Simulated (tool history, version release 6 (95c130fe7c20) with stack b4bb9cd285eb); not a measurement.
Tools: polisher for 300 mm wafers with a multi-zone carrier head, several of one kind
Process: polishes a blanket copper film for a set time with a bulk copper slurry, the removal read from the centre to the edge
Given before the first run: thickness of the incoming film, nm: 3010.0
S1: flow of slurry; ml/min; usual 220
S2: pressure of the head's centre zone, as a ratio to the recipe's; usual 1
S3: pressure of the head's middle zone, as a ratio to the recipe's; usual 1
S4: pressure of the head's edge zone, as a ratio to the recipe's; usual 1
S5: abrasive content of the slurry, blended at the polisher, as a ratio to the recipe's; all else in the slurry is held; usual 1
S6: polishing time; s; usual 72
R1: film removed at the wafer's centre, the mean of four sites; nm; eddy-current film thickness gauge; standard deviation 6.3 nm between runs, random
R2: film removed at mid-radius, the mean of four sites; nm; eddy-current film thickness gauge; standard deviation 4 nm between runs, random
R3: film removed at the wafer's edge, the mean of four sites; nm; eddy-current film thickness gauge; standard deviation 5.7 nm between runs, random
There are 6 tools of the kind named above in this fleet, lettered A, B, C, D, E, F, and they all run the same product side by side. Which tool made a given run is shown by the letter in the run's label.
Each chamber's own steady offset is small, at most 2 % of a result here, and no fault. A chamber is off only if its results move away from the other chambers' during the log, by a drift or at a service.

run,hour,S1,S2,S3,S4,S5,S6,R1,R2,R3
1E,5.6,220,1,1,1,1,72,441.53,441.93,443.12
# hour 12.8: chamber B: edge zone pressure recalibrated
2D,13.1,220,1,1,1,1,72,438.2,437.73,452.04
3C,20.4,220,1,1,1,1,72,432.22,425.61,439.47
4A,28.8,220,1,1,1,1,72,443.57,444.38,443.53
# hour 33.4: chamber B: slurry nozzle cleaned
5F,35.2,290,1,1,1.04,1,72,450.99,446.39,457.72
# hour 42.8: chamber F: worn pad replaced by a new one
6B,44.1,290,1,1,1.04,1,72,467.77,447.87,463.09
# hour 45.1: chamber B: worn pad replaced by a new one
# hour 47.9: chamber C: worn pad replaced by a new one
7C,49.1,290,1,1,1.04,1,72,443.7,447.2,464.88
8F,57.4,290,1,1,1.04,1,72,449.06,446.22,456.72
9E,64.8,290,1,1,1.04,1,72,453.43,452.65,472.3
10B,69.3,290,1,1,1.04,1,72,468.12,461.97,465.54
11D,73.8,220,1,1,1,1,72,430.9,430.88,437.06
12A,79.9,220,1,1,1,1,72,431.56,443.48,436.1
13B,86.6,220,1,1,1,1,72,448.61,439.11,441.59
# hour 87.4: chamber A: worn pad replaced by a new one
# hour 90.8: chamber F: edge zone pressure recalibrated
14C,95.2,220,1,1,1,1,72,434.29,429.39,435.32
15A,101.8,220,1,1,1,1,72,438.91,449.49,443.46
# hour 104.2: chamber C: centre zone pressure recalibrated
16D,106.7,220,1,1,1,1,72,440.48,437.7,449.66
17F,113.8,220,1,1,1,1,72,427.99,427.14,423.92
# hour 119.4: chamber C: worn pad replaced by a new one
# hour 122.1: chamber D: worn pad replaced by a new one
# hour 123.3: chamber A: slurry nozzle cleaned
18E,123.6,220,1,1,1,1,72,445.79,444.18,443.85
19D,130.8,220,1,1,1,1,72,428.86,437.13,444.79
# hour 139.5: chamber E: worn pad replaced by a new one
20B,140.2,220,1,1,1,1,72,450.67,432.59,451.48
21C,147.6,220,1,1,1,1,72,440.9,431.98,424.91
22F,155.7,220,1,1,1,1,72,405.35,422.89,429.44
# hour 159.1: chamber F: centre zone pressure recalibrated
23A,165.8,220,1,1,1,1,72,444.79,435.93,436.48
24E,173.3,220,1,1,1,1,72,446.39,429.07,436.33
25C,179.3,160,1,1,1,1.15,72,420.89,424.51,424.31
# hour 187.5: chamber F: worn pad replaced by a new one
26B,188.3,160,1,1,1,1.15,72,446.86,432.51,431.5
27E,198.4,160,1,1,1,1.15,72,433.05,419.56,438.46
28D,203.4,160,1,1,1,1.15,72,426.23,420.04,438.34
# hour 206.4: chamber C: worn pad replaced by a new one
29F,211.3,160,1,1,1,1.15,72,393.25,396.62,418.23
# hour 215.7: chamber E: centre zone pressure recalibrated
30A,218.2,160,1,1,1,1.15,72,416.36,437.81,428.08
31E,227.9,220,1,1,1,1,72,436.7,440.28,441.44
# hour 233: chamber A: worn pad replaced by a new one
32C,234.1,220,1,1,1,1,72,446.68,424.78,428.95
# hour 237.1: chamber D: worn pad replaced by a new one
33D,240.1,220,1,1,1,1,72,434.81,427.29,440.92
# hour 245: chamber B: worn pad replaced by a new one
34F,249.9,220,1,1,1,1,72,404.1,397.98,413.88
35A,257.5,220,1,1,1,1,72,437.2,446.27,440.52
36B,261.9,220,1,1,1,1,72,442.12,441.26,447.66

Next, every chamber runs the same settings. What will each give?
37A,269.1,220,1,1.07,1,1,72,?,?,?
37B,269.1,220,1,1.07,1,1,72,?,?,?
37C,269.1,220,1,1.07,1,1,72,?,?,?
37D,269.1,220,1,1.07,1,1,72,?,?,?
37E,269.1,220,1,1.07,1,1,72,?,?,?
37F,269.1,220,1,1.07,1,1,72,?,?,?

run,R1,R2,R3
37A,433.85,469.42,434.04
37B,449.28,467.11,426.72
37C,428.35,456.2,429.1
37D,430.01,464.6,437.75
37E,457.94,463.06,435.9
37F,394.67,421.66,414.3
